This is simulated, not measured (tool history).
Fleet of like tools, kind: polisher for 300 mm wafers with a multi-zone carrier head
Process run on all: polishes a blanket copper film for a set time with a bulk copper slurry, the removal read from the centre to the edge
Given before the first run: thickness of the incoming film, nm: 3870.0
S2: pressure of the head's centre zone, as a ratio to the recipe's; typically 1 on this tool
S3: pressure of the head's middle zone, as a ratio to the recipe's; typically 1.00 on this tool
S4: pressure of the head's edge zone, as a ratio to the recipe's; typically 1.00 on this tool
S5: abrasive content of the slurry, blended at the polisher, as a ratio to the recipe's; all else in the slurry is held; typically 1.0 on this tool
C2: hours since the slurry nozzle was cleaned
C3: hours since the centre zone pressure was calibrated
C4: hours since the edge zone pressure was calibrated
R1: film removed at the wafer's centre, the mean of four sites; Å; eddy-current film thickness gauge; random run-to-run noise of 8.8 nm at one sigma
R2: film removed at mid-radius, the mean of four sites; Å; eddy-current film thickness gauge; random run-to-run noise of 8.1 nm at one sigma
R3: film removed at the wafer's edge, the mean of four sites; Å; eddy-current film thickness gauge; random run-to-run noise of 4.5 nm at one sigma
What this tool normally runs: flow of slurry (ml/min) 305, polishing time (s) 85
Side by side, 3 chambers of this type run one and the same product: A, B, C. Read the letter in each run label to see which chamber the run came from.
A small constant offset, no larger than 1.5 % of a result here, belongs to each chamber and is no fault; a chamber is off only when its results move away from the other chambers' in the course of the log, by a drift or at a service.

At hour 1.5: chamber A: worn pad replaced by a new one.
Run 1C, hour 6.0: usual settings; wafers polished on this pad 316; C2 293.1; C3 518.7; C4 241.9. Result: R1 6633.8 Å, R2 6795.3 Å, R3 6813.5 Å.
At hour 10.0: chamber B: worn pad replaced by a new one.
Run 2B, hour 15.0: usual settings; wafers polished on this pad 65; C2 84.9; C3 518.2; C4 25.7. Result: R1 6880.3 Å, R2 6605.1 Å, R3 6694.6 Å.
Run 3A, hour 20.2: usual settings; wafers polished on this pad 241; C2 516.0; C3 582.5; C4 1151.4. Result: R1 6601.0 Å, R2 6759.0 Å, R3 6740.0 Å.
Run 4C, hour 29.8: usual settings; wafers polished on this pad 623; C2 316.9; C3 542.5; C4 265.7. Result: R1 6638.1 Å, R2 6753.3 Å, R3 6829.7 Å.
Run 5B, hour 35.7: usual settings; wafers polished on this pad 332; C2 105.6; C3 538.9; C4 46.4. Result: R1 6845.7 Å, R2 6838.6 Å, R3 6749.7 Å.
Run 6A, hour 42.2: usual settings; wafers polished on this pad 525; C2 538.0; C3 604.5; C4 1173.4. Result: R1 6862.8 Å, R2 6713.0 Å, R3 6705.9 Å.
Run 7A, hour 50.0: usual settings; wafers polished on this pad 626; C2 545.8; C3 612.3; C4 1181.2. Result: R1 6762.2 Å, R2 6735.6 Å, R3 6681.5 Å.
Run 8B, hour 55.6: usual settings; wafers polished on this pad 589; C2 125.5; C3 558.8; C4 66.3. Result: R1 6859.3 Å, R2 6756.1 Å, R3 6698.0 Å.
Run 9C, hour 64.7: usual settings; wafers polished on this pad 1073; C2 351.8; C3 577.4; C4 300.6. Result: R1 6699.6 Å, R2 6831.0 Å, R3 6804.7 Å.
Run 10C, hour 74.2: usual settings; wafers polished on this pad 1196; C2 361.3; C3 586.9; C4 310.1. Result: R1 6574.8 Å, R2 6729.2 Å, R3 6723.8 Å.
At hour 85.0: chamber C: worn pad replaced by a new one.
Run 11A, hour 85.6: usual settings but flow of slurry (ml/min) 395; wafers polished on this pad 1085; C2 581.4; C3 647.9; C4 1216.8. Result: R1 6878.8 Å, R2 6888.9 Å, R3 6829.3 Å.
At hour 94.3: chamber B: worn pad replaced by a new one.
At hour 96.0: chamber A: edge zone pressure recalibrated.
Run 12B, hour 96.1: usual settings but flow of slurry (ml/min) 395; wafers polished on this pad 23; C2 166.0; C3 599.3; C4 106.8. Result: R1 6855.5 Å, R2 7127.5 Å, R3 6890.5 Å.
At hour 98.6: chamber A: worn pad replaced by a new one.
Run 13C, hour 105.1: usual settings but flow of slurry (ml/min) 395; wafers polished on this pad 260; C2 392.2; C3 617.8; C4 341.0. Result: R1 6976.1 Å, R2 6996.4 Å, R3 6825.3 Å.
Run 14A, hour 110.5: usual settings; wafers polished on this pad 154; C2 606.3; C3 672.8; C4 14.6. Result: R1 6828.6 Å, R2 6900.5 Å, R3 6711.8 Å.
Run 15B, hour 121.2: usual settings; wafers polished on this pad 347; C2 191.1; C3 624.4; C4 131.9. Result: R1 6873.0 Å, R2 6821.3 Å, R3 6725.3 Å.
Run 16A, hour 132.8: usual settings; wafers polished on this pad 442; C2 628.6; C3 695.1; C4 36.9. Result: R1 6788.1 Å, R2 6673.0 Å, R3 6719.6 Å.
Run 17C, hour 142.6: usual settings; wafers polished on this pad 744; C2 429.7; C3 655.3; C4 378.5. Result: R1 6638.6 Å, R2 6671.0 Å, R3 6813.1 Å.
Run 18B, hour 148.2: usual settings; wafers polished on this pad 695; C2 218.1; C3 651.4; C4 158.9. Result: R1 6649.1 Å, R2 6740.7 Å, R3 6713.4 Å.
Run 19B, hour 155.6: usual settings; wafers polished on this pad 791; C2 225.5; C3 658.8; C4 166.3. Result: R1 6824.4 Å, R2 6662.1 Å, R3 6669.8 Å.
Run 20A, hour 161.1: usual settings; wafers polished on this pad 807; C2 656.9; C3 723.4; C4 65.2. Result: R1 6854.4 Å, R2 6777.5 Å, R3 6718.0 Å.
Run 21C, hour 171.7: usual settings; wafers polished on this pad 1120; C2 458.8; C3 684.4; C4 407.6. Result: R1 6711.5 Å, R2 6853.8 Å, R3 6717.2 Å.
Run 22B, hour 176.8: usual settings; wafers polished on this pad 1065; C2 246.7; C3 680.0; C4 187.5. Result: R1 6776.8 Å, R2 6708.9 Å, R3 6723.3 Å.
Run 23A, hour 182.7: usual settings but flow of slurry (ml/min) 260, S3 1.11; wafers polished on this pad 1086; C2 678.5; C3 745.0; C4 86.8. Result: R1 6768.4 Å, R2 7459.7 Å, R3 6642.9 Å.
At hour 188.1: chamber C: worn pad replaced by a new one.
At hour 190.9: chamber B: worn pad replaced by a new one.
Run 24C, hour 191.8: usual settings but flow of slurry (ml/min) 260, S3 1.11; wafers polished on this pad 48; C2 478.9; C3 704.5; C4 427.7. Result: R1 6653.3 Å, R2 7297.6 Å, R3 6699.1 Å.
Run 25C, hour 199.3: usual settings but flow of slurry (ml/min) 260, S3 1.11; wafers polished on this pad 144; C2 486.4; C3 712.0; C4 435.2. Result: R1 6644.6 Å, R2 7427.0 Å, R3 6657.2 Å.
Run 26B, hour 209.6: usual settings; wafers polished on this pad 242; C2 279.5; C3 712.8; C4 220.3. Result: R1 6676.4 Å, R2 6702.7 Å, R3 6796.9 Å.
Run 27A, hour 218.0: usual settings; wafers polished on this pad 1542; C2 713.8; C3 780.3; C4 122.1. Result: R1 6616.2 Å, R2 6638.1 Å, R3 6725.6 Å.
At hour 218.1: chamber A: centre zone pressure recalibrated.
At hour 223.1: chamber A: worn pad replaced by a new one.
Run 28B, hour 225.6: usual settings; wafers polished on this pad 448; C2 295.5; C3 728.8; C4 236.3. Result: R1 6668.2 Å, R2 6846.6 Å, R3 6706.3 Å.
Run 29A, hour 233.0: usual settings; wafers polished on this pad 128; C2 728.8; C3 15.0; C4 137.1. Result: R1 6715.5 Å, R2 6874.8 Å, R3 6708.1 Å.
Run 30C, hour 241.8: usual settings; wafers polished on this pad 693; C2 528.9; C3 754.5; C4 477.7. Result: R1 6735.9 Å, R2 6890.0 Å, R3 6720.0 Å.
Run 31B, hour 247.0: usual settings but S5 1.3; wafers polished on this pad 724; C2 316.9; C3 750.2; C4 257.7. Result: R1 7006.0 Å, R2 7198.4 Å, R3 7058.5 Å.
Run 32A, hour 255.9: usual settings but S5 1.3; wafers polished on this pad 423; C2 751.7; C3 37.9; C4 160.0. Result: R1 7367.0 Å, R2 7304.7 Å, R3 7163.3 Å.
Run 33C, hour 267.3: usual settings but S5 1.3; wafers polished on this pad 1022; C2 554.4; C3 780.0; C4 503.2. Result: R1 7038.6 Å, R2 7252.4 Å, R3 7143.7 Å.
Run 34A, hour 272.9: usual settings; wafers polished on this pad 643; C2 768.7; C3 54.9; C4 177.0. Result: R1 6780.1 Å, R2 6628.7 Å, R3 6735.7 Å.
At hour 273.2: chamber B: worn pad replaced by a new one.
Run 35B, hour 280.2: usual settings but S3 1.06, S4 0.94; wafers polished on this pad 90; C2 350.1; C3 783.4; C4 290.9. Result: R1 6722.9 Å, R2 7207.5 Å, R3 6592.2 Å.
Run 36C, hour 287.4: usual settings but S3 1.06, S4 0.94; wafers polished on this pad 1282; C2 574.5; C3 800.1; C4 523.3. Result: R1 6814.2 Å, R2 7005.3 Å, R3 6487.3 Å.
At hour 291.7: chamber C: worn pad replaced by a new one.
Run 37A, hour 293.3: usual settings but S3 1.06, S4 0.94; wafers polished on this pad 906; C2 789.1; C3 75.3; C4 197.4. Result: R1 6779.5 Å, R2 7076.6 Å, R3 6487.8 Å.
Run 38C, hour 303.6: usual settings; wafers polished on this pad 153; C2 590.7; C3 816.3; C4 539.5. Result: R1 6787.6 Å, R2 6822.2 Å, R3 6844.0 Å.
Run 39B, hour 309.4: usual settings; wafers polished on this pad 467; C2 379.3; C3 812.6; C4 320.1. Result: R1 6872.1 Å, R2 6797.6 Å, R3 6643.0 Å.

The same settings go to every chamber for the next run, one line per chamber below. Forecast the results for each:
Run 40A, hour 317.8: usual settings but S3 1.05. Result: R1 ?, R2 ?, R3 ?.
Run 40B, hour 317.8: usual settings but S3 1.05. Result: R1 ?, R2 ?, R3 ?.
Run 40C, hour 317.8: usual settings but S3 1.05. Result: R1 ?, R2 ?, R3 ?.

run      R1      R2      R3
40A  6773.8  7031.8  6787.3
40B  6849.0  7071.7  6723.4
40C  6750.5  6994.0  6756.1
